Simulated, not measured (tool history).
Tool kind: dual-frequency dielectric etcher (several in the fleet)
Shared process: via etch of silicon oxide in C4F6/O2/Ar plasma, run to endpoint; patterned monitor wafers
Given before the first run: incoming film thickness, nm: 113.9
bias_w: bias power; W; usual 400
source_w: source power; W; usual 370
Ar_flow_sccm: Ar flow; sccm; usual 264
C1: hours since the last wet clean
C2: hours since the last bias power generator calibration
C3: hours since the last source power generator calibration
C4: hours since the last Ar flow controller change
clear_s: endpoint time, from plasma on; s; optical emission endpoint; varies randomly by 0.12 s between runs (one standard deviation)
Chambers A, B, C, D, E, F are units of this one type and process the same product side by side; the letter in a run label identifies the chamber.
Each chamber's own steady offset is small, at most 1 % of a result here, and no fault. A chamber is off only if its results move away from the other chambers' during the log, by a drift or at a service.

run 1B day=0.354 | bias_w=400 source_w=370 Ar_flow_sccm=264 | C1=65.2 C2=1431.1 C3=3902.6 C4=993.8 | clear_s=27.653
run 2F day=0.583 | bias_w=400 source_w=370 Ar_flow_sccm=264 | C1=611.6 C2=1583 C3=1910.4 C4=1060.3 | clear_s=27.739
-- day=0.679 chamber A: wet clean of the chamber
-- day=0.788 chamber F: wet clean of the chamber
run 3E day=0.975 | bias_w=400 source_w=370 Ar_flow_sccm=264 | C1=512.6 C2=1322.2 C3=1797.4 C4=1722.8 | clear_s=27.473
run 4D day=1.229 | bias_w=400 source_w=370 Ar_flow_sccm=264 | C1=279.4 C2=3158.2 C3=228.1 C4=1696.4 | clear_s=27.515
-- day=1.288 chamber C: bias power generator calibrated
-- day=1.596 chamber C: wet clean of the chamber
run 5C day=1.654 | bias_w=400 source_w=370 Ar_flow_sccm=264 | C1=1.4 C2=8.9 C3=2127.3 C4=2506.2 | clear_s=27.748
run 6A day=1.883 | bias_w=400 source_w=370 Ar_flow_sccm=264 | C1=28.9 C2=466.3 C3=242.1 C4=2592.2 | clear_s=27.986
run 7A day=2.158 | bias_w=400 source_w=370 Ar_flow_sccm=264 | C1=35.5 C2=472.9 C3=248.7 C4=2598.8 | clear_s=27.893
run 8B day=2.458 | bias_w=400 source_w=370 Ar_flow_sccm=264 | C1=115.7 C2=1481.6 C3=3953.1 C4=1044.3 | clear_s=27.793
run 9E day=2.896 | bias_w=400 source_w=370 Ar_flow_sccm=264 | C1=558.7 C2=1368.3 C3=1843.5 C4=1768.9 | clear_s=27.868
run 10C day=3.275 | bias_w=400 source_w=370 Ar_flow_sccm=264 | C1=40.3 C2=47.8 C3=2166.2 C4=2545.1 | clear_s=27.566
run 11F day=3.592 | bias_w=400 source_w=370 Ar_flow_sccm=264 | C1=67.4 C2=1655.2 C3=1982.6 C4=1132.5 | clear_s=27.546
run 12D day=3.933 | bias_w=400 source_w=370 Ar_flow_sccm=264 | C1=344.3 C2=3223.1 C3=293 C4=1761.3 | clear_s=27.751
run 13F day=4.158 | bias_w=400 source_w=370 Ar_flow_sccm=264 | C1=81 C2=1668.8 C3=1996.2 C4=1146.1 | clear_s=27.908
run 14A day=4.583 | bias_w=400 source_w=440 Ar_flow_sccm=210 | C1=93.7 C2=531.1 C3=306.9 C4=2657 | clear_s=25.469
run 15C day=4.867 | bias_w=400 source_w=440 Ar_flow_sccm=210 | C1=78.5 C2=86 C3=2204.4 C4=2583.3 | clear_s=25.389
-- day=5.292 chamber E: wet clean of the chamber
run 16E day=5.3 | bias_w=400 source_w=440 Ar_flow_sccm=210 | C1=0.2 C2=1426 C3=1901.2 C4=1826.6 | clear_s=26.285
run 17D day=5.621 | bias_w=400 source_w=440 Ar_flow_sccm=210 | C1=384.8 C2=3263.6 C3=333.5 C4=1801.8 | clear_s=25.138
run 18B day=5.812 | bias_w=400 source_w=440 Ar_flow_sccm=210 | C1=196.2 C2=1562.1 C3=4033.6 C4=1124.8 | clear_s=25.416
run 19F day=6.096 | bias_w=400 source_w=440 Ar_flow_sccm=210 | C1=127.5 C2=1715.3 C3=2042.7 C4=1192.6 | clear_s=25.349
run 20D day=6.4 | bias_w=400 source_w=370 Ar_flow_sccm=264 | C1=403.5 C2=3282.3 C3=352.2 C4=1820.5 | clear_s=27.488
run 21B day=6.654 | bias_w=400 source_w=370 Ar_flow_sccm=235 | C1=216.4 C2=1582.3 C3=4053.8 C4=1145 | clear_s=27.271
run 22A day=6.975 | bias_w=400 source_w=370 Ar_flow_sccm=235 | C1=151.1 C2=588.5 C3=364.3 C4=2714.4 | clear_s=27.587
-- day=7.183 chamber B: source power generator calibrated
run 23E day=7.229 | bias_w=400 source_w=370 Ar_flow_sccm=235 | C1=46.5 C2=1472.3 C3=1947.5 C4=1872.9 | clear_s=28.522
run 24C day=7.504 | bias_w=400 source_w=370 Ar_flow_sccm=235 | C1=141.8 C2=149.3 C3=2267.7 C4=2646.6 | clear_s=27.069
run 25B day=7.742 | bias_w=400 source_w=370 Ar_flow_sccm=235 | C1=242.5 C2=1608.4 C3=13.4 C4=1171.1 | clear_s=27.365
run 26D day=8.092 | bias_w=400 source_w=370 Ar_flow_sccm=235 | C1=444.1 C2=3322.9 C3=392.8 C4=1861.1 | clear_s=27.25
run 27C day=8.5 | bias_w=400 source_w=370 Ar_flow_sccm=264 | C1=165.7 C2=173.2 C3=2291.6 C4=2670.5 | clear_s=27.735
run 28F day=8.888 | bias_w=400 source_w=410 Ar_flow_sccm=294 | C1=194.5 C2=1782.3 C3=2109.7 C4=1259.6 | clear_s=26.962
run 29A day=9.25 | bias_w=400 source_w=410 Ar_flow_sccm=294 | C1=205.7 C2=643.1 C3=418.9 C4=2769 | clear_s=26.883
run 30E day=9.525 | bias_w=400 source_w=410 Ar_flow_sccm=294 | C1=101.6 C2=1527.4 C3=2002.6 C4=1928 | clear_s=27.834
run 31E day=9.783 | bias_w=400 source_w=410 Ar_flow_sccm=294 | C1=107.8 C2=1533.6 C3=2008.8 C4=1934.2 | clear_s=27.854
run 32B day=10.167 | bias_w=400 source_w=410 Ar_flow_sccm=294 | C1=300.7 C2=1666.6 C3=71.6 C4=1229.3 | clear_s=26.938
run 33C day=10.358 | bias_w=400 source_w=410 Ar_flow_sccm=294 | C1=210.3 C2=217.8 C3=2336.2 C4=2715.1 | clear_s=26.73
run 34D day=10.625 | bias_w=400 source_w=370 Ar_flow_sccm=264 | C1=504.9 C2=3383.7 C3=453.6 C4=1921.9 | clear_s=27.424
run 35A day=10.933 | bias_w=400 source_w=370 Ar_flow_sccm=264 | C1=246.1 C2=683.5 C3=459.3 C4=2809.4 | clear_s=27.907
run 36F day=11.308 | bias_w=432 source_w=370 Ar_flow_sccm=322 | C1=252.6 C2=1840.4 C3=2167.8 C4=1317.7 | clear_s=27.541
run 37D day=11.592 | bias_w=432 source_w=370 Ar_flow_sccm=322 | C1=528.1 C2=3406.9 C3=476.8 C4=1945.1 | clear_s=27.329
run 38B day=11.788 | bias_w=432 source_w=370 Ar_flow_sccm=322 | C1=339.6 C2=1705.5 C3=110.5 C4=1268.2 | clear_s=27.399
run 39F day=11.983 | bias_w=432 source_w=370 Ar_flow_sccm=322 | C1=268.8 C2=1856.6 C3=2184 C4=1333.9 | clear_s=27.457
run 40C day=12.367 | bias_w=432 source_w=370 Ar_flow_sccm=322 | C1=258.5 C2=266 C3=2384.4 C4=2763.3 | clear_s=27.775
run 41E day=12.779 | bias_w=432 source_w=370 Ar_flow_sccm=322 | C1=179.7 C2=1605.5 C3=2080.7 C4=2006.1 | clear_s=28.587
run 42A day=13.112 | bias_w=400 source_w=370 Ar_flow_sccm=264 | C1=298.4 C2=735.8 C3=511.6 C4=2861.7 | clear_s=27.802
run 43E day=13.454 | bias_w=340 source_w=320 Ar_flow_sccm=264 | C1=195.9 C2=1621.7 C3=2096.9 C4=2022.3 | clear_s=32.156
-- day=13.546 chamber C: Ar flow controller replaced
run 44C day=13.7 | bias_w=340 source_w=320 Ar_flow_sccm=264 | C1=290.5 C2=298 C3=2416.4 C4=3.7 | clear_s=31.089

Next, all 6 chambers run the settings below, one line each with question marks for the results. What does each chamber give?
run 45A day=14.012 | bias_w=469 source_w=370 Ar_flow_sccm=264 | clear_s=?
run 45B day=14.012 | bias_w=469 source_w=370 Ar_flow_sccm=264 | clear_s=?
run 45C day=14.012 | bias_w=469 source_w=370 Ar_flow_sccm=264 | clear_s=?
run 45D day=14.012 | bias_w=469 source_w=370 Ar_flow_sccm=264 | clear_s=?
run 45E day=14.012 | bias_w=469 source_w=370 Ar_flow_sccm=264 | clear_s=?
run 45F day=14.012 | bias_w=469 source_w=370 Ar_flow_sccm=264 | clear_s=?

run=45A clear_s=26.01
run=45B clear_s=26.152
run=45C clear_s=26.092
run=45D clear_s=25.981
run=45E clear_s=27.102
run=45F clear_s=26.084

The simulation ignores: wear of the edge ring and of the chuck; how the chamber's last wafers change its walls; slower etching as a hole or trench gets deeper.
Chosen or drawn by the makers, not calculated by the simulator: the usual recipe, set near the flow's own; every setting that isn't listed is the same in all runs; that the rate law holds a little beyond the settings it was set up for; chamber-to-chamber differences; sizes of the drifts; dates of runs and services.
